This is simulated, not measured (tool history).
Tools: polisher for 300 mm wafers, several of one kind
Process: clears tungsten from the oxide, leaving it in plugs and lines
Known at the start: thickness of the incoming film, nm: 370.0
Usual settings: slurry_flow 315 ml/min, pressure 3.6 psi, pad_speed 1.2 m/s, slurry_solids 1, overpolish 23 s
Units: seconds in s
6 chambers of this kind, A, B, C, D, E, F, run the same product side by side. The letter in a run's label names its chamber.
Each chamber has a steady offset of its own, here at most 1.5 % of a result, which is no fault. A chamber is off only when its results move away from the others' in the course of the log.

| run | hour | slurry_flow | pressure | pad_speed | slurry_solids | overpolish | seconds |
|---|---|---|---|---|---|---|---|
| 1F | 4.3 | 315 | 3.6 | 1.2 | 1 | 23 | 66.623 |
|  | 7.2 | chamber A: worn pad replaced by a new one |
| 2E | 11.3 | 315 | 3.6 | 1.2 | 1 | 23 | 63.752 |
|  | 12.7 | chamber E: worn pad replaced by a new one |
| 3C | 16.3 | 315 | 3.6 | 1.2 | 1 | 23 | 63.479 |
| 4B | 24.2 | 315 | 3.6 | 1.2 | 1 | 23 | 63.809 |
|  | 24.7 | chamber C: slurry tank refilled with fresh slurry and peroxide |
|  | 29.7 | chamber B: slurry nozzle cleaned |
| 5D | 30.8 | 315 | 3.6 | 1.2 | 1 | 23 | 63.659 |
| 6A | 37.1 | 315 | 3.6 | 1.2 | 1 | 23 | 65.25 |
|  | 40.8 | chamber B: head pressure recalibrated |
| 7C | 42.1 | 315 | 3.6 | 1.2 | 1 | 23 | 64.234 |
|  | 45 | chamber D: worn pad replaced by a new one |
|  | 45.8 | chamber B: worn pad replaced by a new one |
| 8A | 47.4 | 315 | 3.6 | 1.2 | 1 | 23 | 66.232 |
|  | 51.8 | chamber F: slurry tank refilled with fresh slurry and peroxide |
| 9D | 53.4 | 315 | 3.6 | 1.2 | 1 | 23 | 62.9 |
|  | 54.6 | chamber E: slurry nozzle cleaned |
|  | 58.5 | chamber E: slurry tank refilled with fresh slurry and peroxide |
| 10F | 60.4 | 315 | 3.6 | 1.2 | 1 | 23 | 64.151 |
|  | 63.4 | chamber D: slurry blender recalibrated |
|  | 68 | chamber A: worn pad replaced by a new one |
| 11B | 68.1 | 315 | 3.6 | 1.2 | 1 | 23 | 65.004 |
| 12E | 74.5 | 315 | 3.6 | 1.2 | 1 | 23 | 62.837 |
|  | 76.7 | chamber A: head pressure recalibrated |
|  | 79.7 | chamber F: worn pad replaced by a new one |
|  | 79.9 | chamber F: slurry nozzle cleaned |
| 13D | 80.4 | 315 | 3.6 | 1.2 | 1 | 23 | 64.361 |
|  | 83.7 | chamber B: slurry blender recalibrated |
|  | 85.5 | chamber A: slurry tank refilled with fresh slurry and peroxide |
| 14A | 87.1 | 315 | 3.6 | 1.2 | 1 | 23 | 64.967 |
| 15F | 92.1 | 220 | 3.6 | 1.2 | 1.25 | 23 | 62.69 |
|  | 93.4 | chamber D: worn pad replaced by a new one |
| 16C | 97.3 | 220 | 3.6 | 1.2 | 1.25 | 23 | 64.574 |
| 17E | 102.8 | 220 | 3.6 | 1.2 | 1.25 | 23 | 65.05 |
| 18B | 106.9 | 220 | 3.6 | 1.2 | 1.25 | 23 | 66.509 |
| 19E | 111.7 | 220 | 3.6 | 1.2 | 1.25 | 23 | 63.658 |
|  | 112.9 | chamber C: head pressure recalibrated |
|  | 115.7 | chamber E: worn pad replaced by a new one |
| 20C | 116.1 | 220 | 3.6 | 1.2 | 1.25 | 23 | 65.228 |
|  | 116.4 | chamber C: worn pad replaced by a new one |
|  | 120.3 | chamber F: slurry blender recalibrated |
| 21B | 120.6 | 315 | 3.6 | 1.2 | 1 | 23 | 66.94 |
| 22F | 126.6 | 315 | 3.6 | 1.2 | 1 | 23 | 61.915 |
|  | 126.8 | chamber A: slurry blender recalibrated |
| 23A | 133.1 | 315 | 3.6 | 1.2 | 1 | 23 | 66.2 |
|  | 133.6 | chamber A: worn pad replaced by a new one |
| 24D | 138.1 | 315 | 3.6 | 1.2 | 1 | 23 | 64.36 |
| 25B | 142.4 | 315 | 3.6 | 1.2 | 1 | 23 | 69.08 |
|  | 143.8 | chamber D: worn pad replaced by a new one |
|  | 145.5 | chamber B: worn pad replaced by a new one |
|  | 146.3 | chamber A: slurry nozzle cleaned |
| 26D | 147.9 | 315 | 3.6 | 1.2 | 1 | 23 | 63.586 |
| 27A | 154.4 | 315 | 3.6 | 1.2 | 1 | 23 | 62.85 |
|  | 158.3 | chamber C: slurry tank refilled with fresh slurry and peroxide |
| 28F | 162.2 | 315 | 3.6 | 1.2 | 1 | 23 | 63.772 |
|  | 164.3 | chamber E: slurry tank refilled with fresh slurry and peroxide |
| 29C | 166.5 | 315 | 3.6 | 1.2 | 1 | 23 | 65.288 |
| 30E | 174.4 | 315 | 3.6 | 1.2 | 1 | 23 | 63.129 |
| 31B | 179.2 | 315 | 3.6 | 1.2 | 1 | 23 | 74.153 |
|  | 181.2 | chamber D: slurry tank refilled with fresh slurry and peroxide |
| 32F | 183.4 | 315 | 3.6 | 1.2 | 1 | 23 | 63.482 |
|  | 183.9 | chamber A: worn pad replaced by a new one |
| 33A | 191.2 | 315 | 3.6 | 1.2 | 1 | 23 | 66.813 |
| 34E | 196 | 315 | 3.6 | 1.2 | 1 | 23 | 66.943 |
|  | 202.2 | chamber D: worn pad replaced by a new one |
| 35C | 202.8 | 315 | 3.6 | 1.2 | 1 | 27 | 64.753 |
|  | 203.2 | chamber F: worn pad replaced by a new one |
| 36D | 207.5 | 315 | 3.6 | 1.2 | 1 | 27 | 64.49 |
|  | 210.3 | chamber E: worn pad replaced by a new one |
| 37F | 215 | 315 | 3.6 | 1.2 | 1 | 27 | 65.254 |
| 38E | 222.1 | 315 | 3.6 | 1.2 | 1 | 27 | 65.732 |

What goes on in this fleet: one chamber off, a drifting gauge, or nothing beyond the chambers' own small offsets? Name the chamber and the cause, if any.

Chamber B drifts away from the others.
Cause: peroxide lost from the slurry, % = 41.9.

Here are 4 candidates for chamber B's next run, each the usual settings with a change, their results left as question marks. Which one brings its results back in line with what the others give on the usual settings?
In line means no further than this from the other chambers' mean on the usual settings: seconds 4.2 s
| 39B-1 | 227.9 | 320 | 4.4 | 1.2 | 1.05 | 23 | ? |
| 39B-2 | 227.9 | 305 | 2.5 | 1.2 | 0.95 | 23 | ? |
| 39B-3 | 227.9 | 310 | 3.2 | 1.08 | 1 | 23 | ? |
| 39B-4 | 227.9 | 320 | 4.4 | 1.44 | 1 | 23 | ? |

The other chambers' mean on the usual settings: seconds 64.432 s
| run | seconds |
|---|---|
| 39B-1 | 64.649 |
| 39B-2 | 117.88 |
| 39B-3 | 100.59 |
| 39B-4 | 54.466 |
39B-1 brings the chamber back in line.

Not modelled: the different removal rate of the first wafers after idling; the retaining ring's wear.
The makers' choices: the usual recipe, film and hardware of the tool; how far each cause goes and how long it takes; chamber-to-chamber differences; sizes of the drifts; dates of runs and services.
